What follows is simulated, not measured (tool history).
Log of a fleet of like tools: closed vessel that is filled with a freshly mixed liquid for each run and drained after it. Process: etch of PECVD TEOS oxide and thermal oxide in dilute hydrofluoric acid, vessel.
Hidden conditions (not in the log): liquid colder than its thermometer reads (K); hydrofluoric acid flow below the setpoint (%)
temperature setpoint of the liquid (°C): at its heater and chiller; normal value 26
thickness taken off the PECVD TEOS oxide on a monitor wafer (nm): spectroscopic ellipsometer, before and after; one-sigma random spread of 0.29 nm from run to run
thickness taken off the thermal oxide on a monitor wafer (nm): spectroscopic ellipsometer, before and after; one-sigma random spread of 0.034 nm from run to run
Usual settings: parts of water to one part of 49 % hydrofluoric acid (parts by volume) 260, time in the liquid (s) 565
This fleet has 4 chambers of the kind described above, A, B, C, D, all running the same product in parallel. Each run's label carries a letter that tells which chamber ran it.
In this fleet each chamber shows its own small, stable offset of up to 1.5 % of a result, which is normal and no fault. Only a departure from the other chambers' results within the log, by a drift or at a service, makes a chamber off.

run   hour  temperature setpoint of the liquid (°C)  parts of water to one part of 49 % hydrofluoric acid (parts by volume)  time in the liquid (s)  hours since the thermometer was replaced  hours since the hydrofluoric acid flow meter was replaced  read-back film thickness of the PECVD TEOS oxide reference wafer, read on the same gauge (nm)  read-back film thickness of the thermal oxide reference wafer, read on the same gauge (nm)  thickness taken off the PECVD TEOS oxide on a monitor wafer (nm)  thickness taken off the thermal oxide on a monitor wafer (nm)
 1D   10.7                                       26                                                                     260                     565                                    1795.2                                                        575                                                                                         100.01                                                                                      130.02                                                            29.132                                                         8.9429
 2A   21.5                                       26                                                                     260                     565                                    1160.1                                                      823.4                                                                                         100.01                                                                                      129.97                                                            29.132                                                         9.1058
 3B   33.4                                       26                                                                     260                     565                                     453.9                                                     1356.4                                                                                         99.991                                                                                      130.01                                                            28.933                                                          9.145
 4C     44                                       26                                                                     260                     565                                     628.3                                                      396.8                                                                                         99.985                                                                                      130.02                                                             29.26                                                         9.1911
 5D     51                                       26                                                                     260                     565                                    1835.5                                                      615.3                                                                                         99.987                                                                                      130.01                                                            29.439                                                         9.0145
 6C   59.6                                       26                                                                     260                     565                                     643.9                                                      412.4                                                                                            100                                                                                      129.99                                                            29.313                                                         9.1308
 7B   69.4                                       26                                                                     260                     565                                     489.9                                                     1392.4                                                                                         100.01                                                                                      130.01                                                            28.991                                                         9.2409
 8A   77.6                                       26                                                                     260                     565                                    1216.2                                                      879.5                                                                                         100.02                                                                                      130.01                                                            29.114                                                         9.0612
 9B   84.7                                       26                                                                     260                     565                                     505.2                                                     1407.7                                                                                         99.998                                                                                      129.99                                                            28.866                                                         9.2075
10A   97.3                                       26                                                                     260                     565                                    1235.9                                                      899.2                                                                                         100.03                                                                                      130.02                                                            28.771                                                         9.0378
11D  106.3                                       26                                                                     260                     565                                    1890.8                                                      670.6                                                                                         100.01                                                                                      129.99                                                            29.056                                                         8.9993
12C  117.1                                       26                                                                     260                     565                                     701.4                                                      469.9                                                                                         99.955                                                                                      130.01                                                            29.448                                                         9.1382
13B  123.7                                       26                                                                     260                     565                                     544.2                                                     1446.7                                                                                         99.984                                                                                      130.02                                                            29.206                                                         9.1802
14A  129.5                                       26                                                                     260                     565                                    1268.1                                                      931.4                                                                                         100.04                                                                                      130.01                                                            28.112                                                          8.731
15D  135.4                                       30                                                                     260                     565                                    1919.9                                                      699.7                                                                                         100.04                                                                                      130.01                                                             33.37                                                         10.227
16C  143.9                                       30                                                                     260                     565                                     728.2                                                      496.7                                                                                         99.997                                                                                      130.03                                                            33.268                                                         10.478
17A  154.3                                       30                                                                     260                     565                                    1292.9                                                      956.2                                                                                         100.04                                                                                      130.02                                                            30.877                                                         9.8131
18D  163.4                                       30                                                                     260                     565                                    1947.9                                                      727.7                                                                                         100.03                                                                                      129.96                                                             33.38                                                         10.264
19C  174.9                                     27.5                                                                     260                     565                                     759.2                                                      527.7                                                                                         100.02                                                                                      130.02                                                            30.877                                                         9.6741
20B  183.4                                     27.5                                                                     260                     565                                     603.9                                                     1506.4                                                                                         99.987                                                                                      129.97                                                            30.288                                                         9.7374
21C    196                                     27.5                                                                     260                     565                                     780.3                                                      548.8                                                                                         99.976                                                                                      129.98                                                            30.824                                                         9.6255
22A  204.1                                     27.5                                                                     260                     565                                    1342.7                                                       1006                                                                                         99.973                                                                                      130.01                                                            27.288                                                         8.5993
23D  213.6                                       26                                                                     260                     565                                    1998.1                                                      777.9                                                                                         99.997                                                                                         130                                                            28.977                                                         8.9577
24B  220.4                                       26                                                                     325                     285                                     640.9                                                     1543.4                                                                                         99.972                                                                                         130                                                            10.908                                                         3.4747
25B  231.7                                       26                                                                     325                     285                                     652.2                                                     1554.7                                                                                         99.977                                                                                         130                                                            10.857                                                         3.4611

For the next run the whole fleet of 4 chambers uses the same settings. Give each chamber's results:
26A   241                                       26                                                                     260                     565                                                                                                                                                                                                                                                                                                                                                                 ?                                                              ?
26B   241                                       26                                                                     260                     565                                                                                                                                                                                                                                                                                                                                                                 ?                                                              ?
26C   241                                       26                                                                     260                     565                                                                                                                                                                                                                                                                                                                                                                 ?                                                              ?
26D   241                                       26                                                                     260                     565                                                                                                                                                                                                                                                                                                                                                                 ?                                                              ?

run  thickness taken off the PECVD TEOS oxide on a monitor wafer (nm)  thickness taken off the thermal oxide on a monitor wafer (nm)
26A                                                            25.453                                                          7.911
26B                                                            29.084                                                         9.1597
26C                                                            29.487                                                         9.1854
26D                                                             29.34                                                         8.9688
